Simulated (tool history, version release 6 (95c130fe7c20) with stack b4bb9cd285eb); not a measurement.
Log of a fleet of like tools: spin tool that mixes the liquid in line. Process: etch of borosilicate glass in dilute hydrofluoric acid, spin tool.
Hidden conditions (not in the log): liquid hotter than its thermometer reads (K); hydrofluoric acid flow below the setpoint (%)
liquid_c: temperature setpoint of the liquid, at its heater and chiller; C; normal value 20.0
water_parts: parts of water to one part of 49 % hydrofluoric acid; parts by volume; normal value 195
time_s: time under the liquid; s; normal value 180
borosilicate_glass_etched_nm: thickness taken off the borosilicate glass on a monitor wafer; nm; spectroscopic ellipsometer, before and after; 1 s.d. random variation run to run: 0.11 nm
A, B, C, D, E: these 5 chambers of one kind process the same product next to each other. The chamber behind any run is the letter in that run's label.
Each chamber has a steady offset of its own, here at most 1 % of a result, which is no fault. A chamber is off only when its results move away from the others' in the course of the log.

run   hour  liquid_c  water_parts  time_s  hours since the thermometer was replaced  hours since the hydrofluoric acid flow meter was replaced  read-back film thickness of the borosilicate glass reference wafer, read on the same gauge (nm)  borosilicate_glass_etched_nm
       3.7  -- chamber D: hydrofluoric acid flow meter replaced
 1D    4.4      20.0          195     180                                    1091.5                                                        0.7                                                                                           89.972                       15.3060
 2A    6.7      20.0          195     180                                     159.3                                                      196.3                                                                                           90.036                       15.3980
 3B   11.2      20.0          195     180                                     652.3                                                       12.0                                                                                           90.017                       15.3100
 4E   13.6      20.0          195     180                                    1410.6                                                      643.7                                                                                           90.010                       15.3460
 5C   16.6      20.0          195     180                                     982.7                                                     1106.8                                                                                           90.017                       15.3350
 6B   21.1      20.0          195     180                                     662.2                                                       21.9                                                                                           90.000                       15.4080
 7A   23.6      20.0          195     180                                     176.2                                                      213.2                                                                                           90.009                       15.4130
 8E   27.5      20.0          195     180                                    1424.5                                                      657.6                                                                                           90.017                       15.5040
 9D   31.9      20.0          195     180                                    1119.0                                                       28.2                                                                                           90.012                       15.3910
10C   36.0      20.0          195     180                                    1002.1                                                     1126.2                                                                                           90.000                       15.5280
11A   38.8      20.0          195     180                                     191.4                                                      228.4                                                                                           90.008                       15.4240
12D   43.6      18.0          195      75                                    1130.7                                                       39.9                                                                                           89.976                        5.9869
13B   46.1      18.0          195      75                                     687.2                                                       46.9                                                                                           90.020                        5.8701
14C   48.9      18.0          195      75                                    1015.0                                                     1139.1                                                                                           90.012                        5.9024
15E   51.9      18.0          195      75                                    1448.9                                                      682.0                                                                                           90.005                        6.0986
16A   54.6      18.0          195      75                                     207.2                                                      244.2                                                                                           90.007                        5.9911
17D   58.7      24.5          195     180                                    1145.8                                                       55.0                                                                                           89.996                       18.2370
18B   62.8      24.5          195     180                                     703.9                                                       63.6                                                                                           89.987                       18.5360
19C   67.0      24.5          195     180                                    1033.1                                                     1157.2                                                                                           90.001                       18.3760
20E   70.2      24.5          195     180                                    1467.2                                                      700.3                                                                                           90.015                       18.9940
21A   72.9      24.5          195     180                                     225.5                                                      262.5                                                                                           90.000                       18.3940
22C   77.4      20.0          195     180                                    1043.5                                                     1167.6                                                                                           90.003                       15.6090
23D   80.6      20.0          195     180                                    1167.7                                                       76.9                                                                                           89.983                       15.3310
24E   84.2      20.0          195     110                                    1481.2                                                      714.3                                                                                           90.015                        9.7917
25B   86.4      20.0          195     110                                     727.5                                                       87.2                                                                                           89.998                        9.4353
26C   89.1      20.0          195     110                                    1055.2                                                     1179.3                                                                                           90.009                        9.4854
27E   93.0      20.0          195     110                                    1490.0                                                      723.1                                                                                           90.006                       10.1180
28B   98.2      20.0          195     110                                     739.3                                                       99.0                                                                                           89.986                        9.3447
29A  100.7      20.0          195     180                                     253.3                                                      290.3                                                                                           89.993                       15.2840
30D  105.3      20.0          195     180                                    1192.4                                                      101.6                                                                                           89.997                       15.6140
31C  109.2      20.0          195     180                                    1075.3                                                     1199.4                                                                                           90.003                       15.4830
32A  111.5      20.0          195     180                                     264.1                                                      301.1                                                                                           89.997                       15.3080
33D  116.6      20.0          195     180                                    1203.7                                                      112.9                                                                                           89.976                       15.5020
34B  119.8      24.0          135     180                                     760.9                                                      120.6                                                                                           89.994                       27.4220

Is one chamber off against the others, does the gauge drift, or is nothing wrong? If a chamber is off, say which, and what the likeliest cause is.

Little by little, chamber E moves away from the other chambers.
What lies behind it: liquid hotter than its thermometer reads (K) = 2.48.
The log may not separate it from: hydrofluoric acid flow above the setpoint (%).

Chamber E could run next with any of the 4 candidate recipes listed below; each alters the usual settings, and their results appear as question marks. Which one brings its results back in line with what the other chambers deliver on the usual settings?
Maximum distance from the other chambers' mean on the usual settings for a result to count as in line: borosilicate_glass_etched_nm 0.3800 nm
35E-1  123.5      20.0          200     170                                                                                                                                                                                                                                   ?
35E-2  123.5      20.0          195     145                                                                                                                                                                                                                                   ?
35E-3  123.5      20.5          180     200                                                                                                                                                                                                                                   ?
35E-4  123.5      22.5          195     180                                                                                                                                                                                                                                   ?

The other chambers' mean on the usual settings: borosilicate_glass_etched_nm 15.4430 nm
  run  borosilicate_glass_etched_nm
35E-1                       15.6200
35E-2                       13.7330
35E-3                       21.2330
35E-4                       18.7090
The answer is 35E-1, which returns the chamber to within the allowed miss of the others.

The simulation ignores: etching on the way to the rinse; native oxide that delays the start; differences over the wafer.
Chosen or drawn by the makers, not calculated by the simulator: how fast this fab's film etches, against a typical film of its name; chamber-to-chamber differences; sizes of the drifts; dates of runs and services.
